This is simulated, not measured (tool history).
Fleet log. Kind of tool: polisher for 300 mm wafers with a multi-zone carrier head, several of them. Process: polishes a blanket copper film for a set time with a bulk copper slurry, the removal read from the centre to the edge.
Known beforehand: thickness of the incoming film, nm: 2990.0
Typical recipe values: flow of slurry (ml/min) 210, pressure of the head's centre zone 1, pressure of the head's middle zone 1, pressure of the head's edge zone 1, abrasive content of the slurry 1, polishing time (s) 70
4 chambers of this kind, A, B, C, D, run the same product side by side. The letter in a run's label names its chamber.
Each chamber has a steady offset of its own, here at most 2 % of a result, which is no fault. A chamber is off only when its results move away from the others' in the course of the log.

run,day,flow of slurry (ml/min),pressure of the head's centre zone,pressure of the head's middle zone,pressure of the head's edge zone,abrasive content of the slurry,polishing time (s),film removed at the wafer's centre (angstrom),film removed at mid-radius (angstrom),film removed at the wafer's edge (angstrom)
# day 0.029: chamber C: worn pad replaced by a new one
# day 0.521: chamber C: slurry nozzle cleaned
1A,0.529,210,1,1,1,1,70,4379,4449.3,4401.3
2D,0.942,210,1,1,1,1,70,4337.5,4435.1,4452
3C,1.396,210,1,1,1,1,70,4368.3,4408.9,4471.4
# day 1.542: chamber B: centre zone pressure recalibrated
# day 1.608: chamber B: worn pad replaced by a new one
# day 1.858: chamber A: worn pad replaced by a new one
4B,1.875,210,1,1,1,1,70,4472.3,4426.8,4475.1
5A,2.338,210,1,1,1,1,70,4341.5,4466.8,4401.2
6B,2.871,210,1.06,1,1,1,70,4746.2,4471.9,4455.4
# day 3.033: chamber D: worn pad replaced by a new one
7D,3.346,210,1.06,1,1,1,70,4572.1,4440.3,4434.5
8C,3.858,210,1.06,1,1,1,70,4799.9,4451.7,4343.6
# day 3.95: chamber B: edge zone pressure recalibrated
9D,4.3,210,1.06,1,1,1,70,4614.9,4345.2,4336.2
# day 4.542: chamber A: worn pad replaced by a new one
10C,4.654,210,1,1,1,1,70,4486.4,4450.5,4512.7
# day 4.704: chamber C: worn pad replaced by a new one
# day 4.883: chamber B: worn pad replaced by a new one
11A,5.2,210,1,1,1,1,70,4405,4441.6,4382.2
12B,5.458,210,1,1,1,1,70,4523.4,4492.9,4429.9
13C,5.979,210,1,1,1,1,70,4440.9,4414,4352.7
14B,6.558,210,1,1,1,1,70,4537.7,4492.5,4303.5
15D,6.85,210,1,1,1,1,70,4120.5,4342.9,4447
# day 7: chamber D: worn pad replaced by a new one
# day 7.092: chamber A: worn pad replaced by a new one
16A,7.329,210,1,1,1,1,70,4410.2,4438.7,4407.5
# day 7.675: chamber B: worn pad replaced by a new one
17C,7.838,210,1,1,1,1,70,4549.3,4504.7,4391.6
# day 7.996: chamber C: slurry nozzle cleaned
18D,8.188,210,1.07,1,1,1,70,4496.8,4276.4,4334.2
# day 8.229: chamber C: edge zone pressure recalibrated
19A,8.55,210,1.07,1,1,1,70,4751.9,4423.9,4424.4
# day 9.008: chamber C: worn pad replaced by a new one
20B,9.108,210,1.07,1,1,1,70,4742.4,4401,4437.4
21D,9.383,210,1.07,1,1,1,70,4432.2,4203.2,4334
# day 9.504: chamber A: worn pad replaced by a new one
22B,9.767,210,1,1,1,1,70,4519.9,4471.5,4512.4
23A,10.225,210,1,1,1,1,70,4415.3,4469.5,4477.1
# day 10.5: chamber D: worn pad replaced by a new one
24C,10.683,210,1,1,1,1,70,4471.8,4438.1,4474.1
# day 10.754: chamber B: worn pad replaced by a new one
25C,10.95,210,1,1,1,1,70,4460.5,4465.4,4544
26B,11.321,210,1,1.11,1,0.85,70,4360,4757.2,4388.7
27A,11.671,210,1,1.11,1,0.85,70,4291.4,4770.5,4173.2
# day 12: chamber B: slurry nozzle cleaned
28D,12.05,210,1,1.11,1,0.85,70,3877.7,4378.1,4036.4
# day 12.288: chamber A: worn pad replaced by a new one
29C,12.546,210,1,1.11,1,0.85,70,4356.3,4688.4,4339.9
30B,13.112,210,1,1,1,1,70,4453.7,4440.4,4467
31A,13.4,210,1,1,1,1,70,4332.7,4465,4452.4

Is one chamber off against the others, does the gauge drift, or is nothing wrong? If a chamber is off, say which, and what the likeliest cause is.

Chamber D drifts away from the others.
Cause: slurry flow missing at the pad, % = 40.7.

Which of the 4 candidates below, each the usual settings with something changed and its results left as question marks, puts chamber D back in line with what the other chambers give on the usual settings?
In-line tolerance around the mean of the other chambers on the usual settings: film removed at the wafer's centre (angstrom) 230; film removed at mid-radius (angstrom) 100; film removed at the wafer's edge (angstrom) 190
32D-1,13.817,200,0.96,0.98,1.03,1,65,?,?,?
32D-2,13.817,215,1.02,1.01,0.99,1,72,?,?,?
32D-3,13.817,220,1.04,1.02,0.97,1,75,?,?,?
32D-4,13.817,205,0.98,0.99,1.01,1,68,?,?,?

The other chambers' mean on the usual settings: film removed at the wafer's centre (angstrom) 4447.1; film removed at mid-radius (angstrom) 4438.3; film removed at the wafer's edge (angstrom) 4424.4
run,film removed at the wafer's centre (angstrom),film removed at mid-radius (angstrom),film removed at the wafer's edge (angstrom)
32D-1,3416.3,3605.9,3891.7
32D-2,4118.1,4172,4269.6
32D-3,4405.8,4406.5,4415.9
32D-4,3679.1,3828.8,4045.3
32D-3 brings the chamber back in line.
